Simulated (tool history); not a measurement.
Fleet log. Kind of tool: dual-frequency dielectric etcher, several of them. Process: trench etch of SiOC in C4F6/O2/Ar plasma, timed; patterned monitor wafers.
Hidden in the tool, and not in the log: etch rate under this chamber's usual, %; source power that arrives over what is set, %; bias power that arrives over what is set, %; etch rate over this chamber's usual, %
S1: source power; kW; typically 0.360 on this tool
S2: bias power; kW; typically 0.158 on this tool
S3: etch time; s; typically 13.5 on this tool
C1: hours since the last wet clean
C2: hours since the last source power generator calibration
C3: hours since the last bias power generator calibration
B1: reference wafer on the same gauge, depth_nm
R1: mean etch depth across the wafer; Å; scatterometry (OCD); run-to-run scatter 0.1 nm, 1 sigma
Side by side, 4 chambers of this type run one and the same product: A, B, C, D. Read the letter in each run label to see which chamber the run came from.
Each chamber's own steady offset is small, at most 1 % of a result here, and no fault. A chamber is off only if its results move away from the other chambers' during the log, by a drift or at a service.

Run 1D, hour 7.9: usual settings; C1 345.4; C2 899.0; C3 1645.5; B1 23.011. Result: R1 261.46 Å.
Run 2B, hour 16.9: usual settings; C1 315.4; C2 1998.7; C3 1261.2; B1 22.997. Result: R1 258.38 Å.
Run 3A, hour 25.1: usual settings; C1 232.3; C2 441.5; C3 1322.7; B1 23.008. Result: R1 257.88 Å.
Run 4C, hour 33.1: usual settings; C1 316.6; C2 1159.3; C3 1718.3; B1 23.006. Result: R1 258.59 Å.
Run 5A, hour 40.6: usual settings; C1 247.8; C2 457.0; C3 1338.2; B1 22.990. Result: R1 258.60 Å.
Run 6D, hour 47.9: usual settings; C1 385.4; C2 939.0; C3 1685.5; B1 23.027. Result: R1 260.45 Å.
Run 7C, hour 55.8: usual settings; C1 339.3; C2 1182.0; C3 1741.0; B1 22.971. Result: R1 258.08 Å.
Run 8B, hour 61.1: usual settings; C1 359.6; C2 2042.9; C3 1305.4; B1 22.997. Result: R1 257.84 Å.
Run 9B, hour 69.6: usual settings; C1 368.1; C2 2051.4; C3 1313.9; B1 23.009. Result: R1 255.73 Å.
Run 10D, hour 78.4: usual settings; C1 415.9; C2 969.5; C3 1716.0; B1 23.010. Result: R1 260.79 Å.
Run 11C, hour 85.0: usual settings; C1 368.5; C2 1211.2; C3 1770.2; B1 22.989. Result: R1 259.71 Å.
Run 12A, hour 91.8: usual settings; C1 299.0; C2 508.2; C3 1389.4; B1 23.010. Result: R1 256.47 Å.
Run 13D, hour 100.9: usual settings but S1 0.310 kW, S3 16.0 s; C1 438.4; C2 992.0; C3 1738.5; B1 22.994. Result: R1 292.42 Å.
Run 14A, hour 107.8: usual settings but S1 0.310 kW, S3 16.0 s; C1 315.0; C2 524.2; C3 1405.4; B1 22.987. Result: R1 289.61 Å.
Run 15B, hour 116.1: usual settings but S1 0.310 kW, S3 16.0 s; C1 414.6; C2 2097.9; C3 1360.4; B1 23.009. Result: R1 288.80 Å.
Run 16C, hour 122.3: usual settings but S1 0.310 kW, S3 16.0 s; C1 405.8; C2 1248.5; C3 1807.5; B1 22.986. Result: R1 289.72 Å.
Run 17B, hour 131.9: usual settings; C1 430.4; C2 2113.7; C3 1376.2; B1 22.996. Result: R1 259.53 Å.
Run 18D, hour 138.0: usual settings; C1 475.5; C2 1029.1; C3 1775.6; B1 23.015. Result: R1 261.58 Å.
Run 19C, hour 143.2: usual settings; C1 426.7; C2 1269.4; C3 1828.4; B1 23.009. Result: R1 258.42 Å.
Run 20A, hour 149.7: usual settings; C1 356.9; C2 566.1; C3 1447.3; B1 23.008. Result: R1 258.17 Å.
At hour 149.9: chamber D: wet clean of the chamber.
Run 21D, hour 156.1: usual settings; C1 6.2; C2 1047.2; C3 1793.7; B1 22.984. Result: R1 262.60 Å.
Run 22B, hour 161.8: usual settings; C1 460.3; C2 2143.6; C3 1406.1; B1 23.014. Result: R1 258.20 Å.
Run 23A, hour 167.3: usual settings; C1 374.5; C2 583.7; C3 1464.9; B1 23.019. Result: R1 258.39 Å.
Run 24C, hour 173.8: usual settings; C1 457.3; C2 1300.0; C3 1859.0; B1 23.011. Result: R1 259.72 Å.

Next, every chamber runs the same settings. What will each give?
Run 25A, hour 180.8: usual settings. Result: R1 ?.
Run 25B, hour 180.8: usual settings. Result: R1 ?.
Run 25C, hour 180.8: usual settings. Result: R1 ?.
Run 25D, hour 180.8: usual settings. Result: R1 ?.

run      R1
25A  258.36
25B  259.38
25C  258.89
25D  260.34

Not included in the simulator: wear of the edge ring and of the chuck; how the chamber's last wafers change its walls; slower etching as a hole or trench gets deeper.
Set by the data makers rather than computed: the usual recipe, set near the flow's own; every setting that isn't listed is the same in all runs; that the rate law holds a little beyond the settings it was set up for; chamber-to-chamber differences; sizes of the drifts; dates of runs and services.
